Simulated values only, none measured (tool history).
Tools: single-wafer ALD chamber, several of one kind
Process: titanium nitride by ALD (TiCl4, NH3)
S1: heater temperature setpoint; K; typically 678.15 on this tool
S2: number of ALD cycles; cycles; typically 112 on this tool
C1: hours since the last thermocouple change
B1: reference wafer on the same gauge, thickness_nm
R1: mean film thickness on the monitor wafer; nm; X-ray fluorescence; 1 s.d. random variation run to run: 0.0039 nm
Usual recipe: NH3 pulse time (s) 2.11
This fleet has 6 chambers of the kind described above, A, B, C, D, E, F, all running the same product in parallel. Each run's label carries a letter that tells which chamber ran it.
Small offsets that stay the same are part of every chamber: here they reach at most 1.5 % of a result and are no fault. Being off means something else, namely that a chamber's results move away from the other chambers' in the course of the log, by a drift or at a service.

run 1D hour=5.3 | S1=678.15 S2=112 NH3_pulse_time_(s)=2.11 | C1=1603.4 | B1=2.0303 | R1=2.4695
run 2E hour=12.5 | S1=678.15 S2=112 NH3_pulse_time_(s)=2.11 | C1=787.3 | B1=2.0312 | R1=2.4835
run 3B hour=16.1 | S1=678.15 S2=112 NH3_pulse_time_(s)=2.11 | C1=1296.7 | B1=2.0317 | R1=2.4663
run 4F hour=21.5 | S1=678.15 S2=112 NH3_pulse_time_(s)=2.11 | C1=317.1 | B1=2.0321 | R1=2.4866
run 5A hour=25 | S1=678.15 S2=112 NH3_pulse_time_(s)=2.11 | C1=1327.4 | B1=2.0306 | R1=2.4842
run 6C hour=30 | S1=678.15 S2=95 NH3_pulse_time_(s)=2.11 | C1=523.5 | B1=2.033 | R1=2.1313
run 7D hour=35.3 | S1=678.15 S2=95 NH3_pulse_time_(s)=2.11 | C1=1633.4 | B1=2.0316 | R1=2.0981
run 8B hour=41.5 | S1=678.15 S2=95 NH3_pulse_time_(s)=2.11 | C1=1322.1 | B1=2.0326 | R1=2.0955
run 9A hour=46 | S1=678.15 S2=95 NH3_pulse_time_(s)=2.11 | C1=1348.4 | B1=2.0329 | R1=2.1089
run 10E hour=52.5 | S1=678.15 S2=95 NH3_pulse_time_(s)=2.11 | C1=827.3 | B1=2.0332 | R1=2.111
run 11F hour=56.8 | S1=678.15 S2=95 NH3_pulse_time_(s)=2.11 | C1=352.4 | B1=2.0339 | R1=2.1034
run 12C hour=63.7 | S1=678.15 S2=112 NH3_pulse_time_(s)=2.11 | C1=557.2 | B1=2.0336 | R1=2.513
run 13B hour=70.9 | S1=689.15 S2=112 NH3_pulse_time_(s)=1.65 | C1=1351.5 | B1=2.034 | R1=2.4576
run 14C hour=74.9 | S1=689.15 S2=112 NH3_pulse_time_(s)=1.65 | C1=568.4 | B1=2.035 | R1=2.5072
run 15F hour=78.3 | S1=689.15 S2=112 NH3_pulse_time_(s)=1.65 | C1=373.9 | B1=2.0355 | R1=2.4731
run 16D hour=83.8 | S1=689.15 S2=112 NH3_pulse_time_(s)=1.65 | C1=1681.9 | B1=2.0355 | R1=2.4707
run 17E hour=88.6 | S1=689.15 S2=112 NH3_pulse_time_(s)=1.65 | C1=863.4 | B1=2.0358 | R1=2.4832
run 18A hour=93.8 | S1=689.15 S2=112 NH3_pulse_time_(s)=1.65 | C1=1396.2 | B1=2.0361 | R1=2.4794
run 19C hour=100.5 | S1=678.15 S2=112 NH3_pulse_time_(s)=2.11 | C1=594 | B1=2.0362 | R1=2.5132
run 20A hour=104.5 | S1=678.15 S2=112 NH3_pulse_time_(s)=2.11 | C1=1406.9 | B1=2.0374 | R1=2.4913
run 21F hour=108.4 | S1=678.15 S2=112 NH3_pulse_time_(s)=2.11 | C1=404 | B1=2.0365 | R1=2.4885
run 22E hour=115.4 | S1=678.15 S2=112 NH3_pulse_time_(s)=2.11 | C1=890.2 | B1=2.0382 | R1=2.4944
run 23B hour=120.9 | S1=678.15 S2=112 NH3_pulse_time_(s)=2.11 | C1=1401.5 | B1=2.0373 | R1=2.4753
run 24D hour=125.2 | S1=678.15 S2=101 NH3_pulse_time_(s)=2.49 | C1=1723.3 | B1=2.0383 | R1=2.2432
run 25D hour=131.9 | S1=678.15 S2=101 NH3_pulse_time_(s)=2.49 | C1=1730 | B1=2.0382 | R1=2.2473
run 26F hour=135.9 | S1=678.15 S2=101 NH3_pulse_time_(s)=2.49 | C1=431.5 | B1=2.039 | R1=2.2635
run 27B hour=142.9 | S1=678.15 S2=101 NH3_pulse_time_(s)=2.49 | C1=1423.5 | B1=2.0392 | R1=2.2409
run 28C hour=147.5 | S1=678.15 S2=101 NH3_pulse_time_(s)=2.49 | C1=641 | B1=2.0394 | R1=2.284
run 29A hour=152.3 | S1=678.15 S2=101 NH3_pulse_time_(s)=2.49 | C1=1454.7 | B1=2.0397 | R1=2.2636
run 30E hour=156.5 | S1=678.15 S2=112 NH3_pulse_time_(s)=2.11 | C1=931.3 | B1=2.0402 | R1=2.4974
run 31B hour=161.7 | S1=678.15 S2=112 NH3_pulse_time_(s)=2.11 | C1=1442.3 | B1=2.0405 | R1=2.4727
run 32E hour=166.3 | S1=678.15 S2=112 NH3_pulse_time_(s)=2.11 | C1=941.1 | B1=2.0411 | R1=2.501
run 33A hour=171 | S1=665.15 S2=112 NH3_pulse_time_(s)=1.35 | C1=1473.4 | B1=2.0407 | R1=2.4192
run 34C hour=174.9 | S1=665.15 S2=112 NH3_pulse_time_(s)=1.35 | C1=668.4 | B1=2.0402 | R1=2.4439
run 35F hour=181 | S1=665.15 S2=112 NH3_pulse_time_(s)=1.35 | C1=476.6 | B1=2.0417 | R1=2.4237
run 36D hour=185.5 | S1=665.15 S2=112 NH3_pulse_time_(s)=1.35 | C1=1783.6 | B1=2.0417 | R1=2.3954
run 37E hour=192.6 | S1=665.15 S2=112 NH3_pulse_time_(s)=1.35 | C1=967.4 | B1=2.0421 | R1=2.418
run 38F hour=199.5 | S1=665.15 S2=112 NH3_pulse_time_(s)=1.35 | C1=495.1 | B1=2.0432 | R1=2.4273

For the next run the whole fleet of 6 chambers uses the same settings. Give each chamber's results:
run 39A hour=204.7 | S1=678.15 S2=112 NH3_pulse_time_(s)=1.73 | R1=?
run 39B hour=204.7 | S1=678.15 S2=112 NH3_pulse_time_(s)=1.73 | R1=?
run 39C hour=204.7 | S1=678.15 S2=112 NH3_pulse_time_(s)=1.73 | R1=?
run 39D hour=204.7 | S1=678.15 S2=112 NH3_pulse_time_(s)=1.73 | R1=?
run 39E hour=204.7 | S1=678.15 S2=112 NH3_pulse_time_(s)=1.73 | R1=?
run 39F hour=204.7 | S1=678.15 S2=112 NH3_pulse_time_(s)=1.73 | R1=?

run=39A R1=2.4788
run=39B R1=2.4609
run=39C R1=2.5104
run=39D R1=2.462
run=39E R1=2.486
run=39F R1=2.4745
